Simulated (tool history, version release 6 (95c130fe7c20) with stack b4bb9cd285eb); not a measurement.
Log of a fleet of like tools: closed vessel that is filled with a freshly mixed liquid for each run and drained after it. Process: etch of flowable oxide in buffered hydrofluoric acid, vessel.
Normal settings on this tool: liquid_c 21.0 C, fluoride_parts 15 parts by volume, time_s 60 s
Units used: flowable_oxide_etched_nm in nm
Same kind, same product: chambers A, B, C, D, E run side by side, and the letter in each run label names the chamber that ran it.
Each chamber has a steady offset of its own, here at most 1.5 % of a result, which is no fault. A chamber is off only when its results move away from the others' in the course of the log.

run   hour  liquid_c  fluoride_parts  time_s  read-back film thickness of the flowable oxide reference wafer, read on the same gauge (nm)  flowable_oxide_etched_nm
 1E   10.8      21.0              15      60                                                                                       130.02                    129.65
 2A   22.3      21.0              15      60                                                                                       130.01                    130.30
 3B   34.3      21.0              15      60                                                                                       129.99                    132.55
 4C   42.2      21.0              15      60                                                                                       129.98                    131.83
 5D   50.1      21.0              15      60                                                                                       130.02                    131.14
      61.4  -- chamber D: thermometer replaced
 6E   61.4      21.0              15      60                                                                                       130.01                    129.88
 7A   71.5      21.0              15      60                                                                                       130.01                    129.86
      78.0  -- chamber B: thermometer replaced
 8C   82.7      21.0              15      60                                                                                       130.00                    131.82
 9B   94.6      21.0              15      60                                                                                       129.99                    132.76
10D  102.2      21.0              15      60                                                                                       130.03                    130.81
11D  110.4      21.0              15      60                                                                                       130.01                    130.83
12C  122.9      21.0              15      60                                                                                       129.99                    131.62
13E  129.1      21.0              15      60                                                                                       130.00                    129.87
14A  141.0      21.0              15      60                                                                                       129.98                    128.77
15B  149.4      21.0              15      60                                                                                       130.01                    131.58
16D  163.6      21.0              15      60                                                                                       130.01                    130.95
17C  173.7      18.5              15      60                                                                                       130.01                    114.47
18E  185.0      18.5              15      60                                                                                       130.00                    112.25
     188.3  -- chamber B: hydrofluoric acid flow meter replaced
19A  194.3      18.5              15      60                                                                                       130.00                    111.49
20B  205.8      18.5              15      60                                                                                       129.97                    115.32
21D  214.5      18.5              15      60                                                                                       130.00                    114.07
22B  227.3      21.0              15      60                                                                                       130.02                    132.39
23E  234.3      21.0              15      60                                                                                       129.99                    129.39
24C  245.6      21.0              15      60                                                                                       130.01                    131.67
25A  255.8      25.5              15      85                                                                                       129.99                    233.21
26E  264.7      25.5              15      85                                                                                       129.99                    234.34
27A  275.2      25.5              15      85                                                                                       129.96                    234.18
28D  281.6      25.5              15      85                                                                                       130.00                    238.90
29B  289.4      25.5              15      85                                                                                       129.97                    240.97
30C  300.1      21.0              15      60                                                                                       130.02                    131.26
31D  313.7      21.0              15      60                                                                                       129.98                    130.87
32B  326.3      17.5              15      60                                                                                       130.00                    109.19
33A  336.8      17.5              15      60                                                                                       129.99                    104.24
     341.7  -- chamber E: thermometer replaced
34C  345.8      17.5              15      60                                                                                       130.02                    108.44
35E  353.0      17.5              15      60                                                                                       130.01                    105.86
36B  363.9      17.5              15      60                                                                                       129.98                    108.11
     372.8  -- chamber D: hydrofluoric acid flow meter replaced
37D  378.2      21.0              15      60                                                                                       130.00                    130.94

What goes on in this fleet: one chamber off, a drifting gauge, or nothing beyond the chambers' own small offsets? Name the chamber and the cause, if any.

One chamber, A, drifts off from the rest bit by bit.
Cause: liquid colder than its thermometer reads (K) = 0.342.
The log might look much the same if the cause were instead: hydrofluoric acid flow below the setpoint (%).

Below are 4 candidate recipes for chamber A's next run, each the usual settings with a change, their results shown as question marks. Which of them brings A's results back in line with what the other chambers give on the usual settings?
A result is in line if it is within this distance of the other chambers' mean on the usual settings: flowable_oxide_etched_nm 1.40 nm
38A-1  388.4      21.0            16.0      60                                                                                                                      ?
38A-2  388.4      21.0            15.5      60                                                                                                                      ?
38A-3  388.4      21.0            14.0      60                                                                                                                      ?
38A-4  388.4      21.0            14.5      60                                                                                                                      ?

The other chambers' mean on the usual settings: flowable_oxide_etched_nm 131.15 nm
  run  flowable_oxide_etched_nm
38A-1                    119.20
38A-2                    123.03
38A-3                    136.19
38A-4                    131.51
Change 38A-4 lands the chamber within the allowed miss of the other chambers.
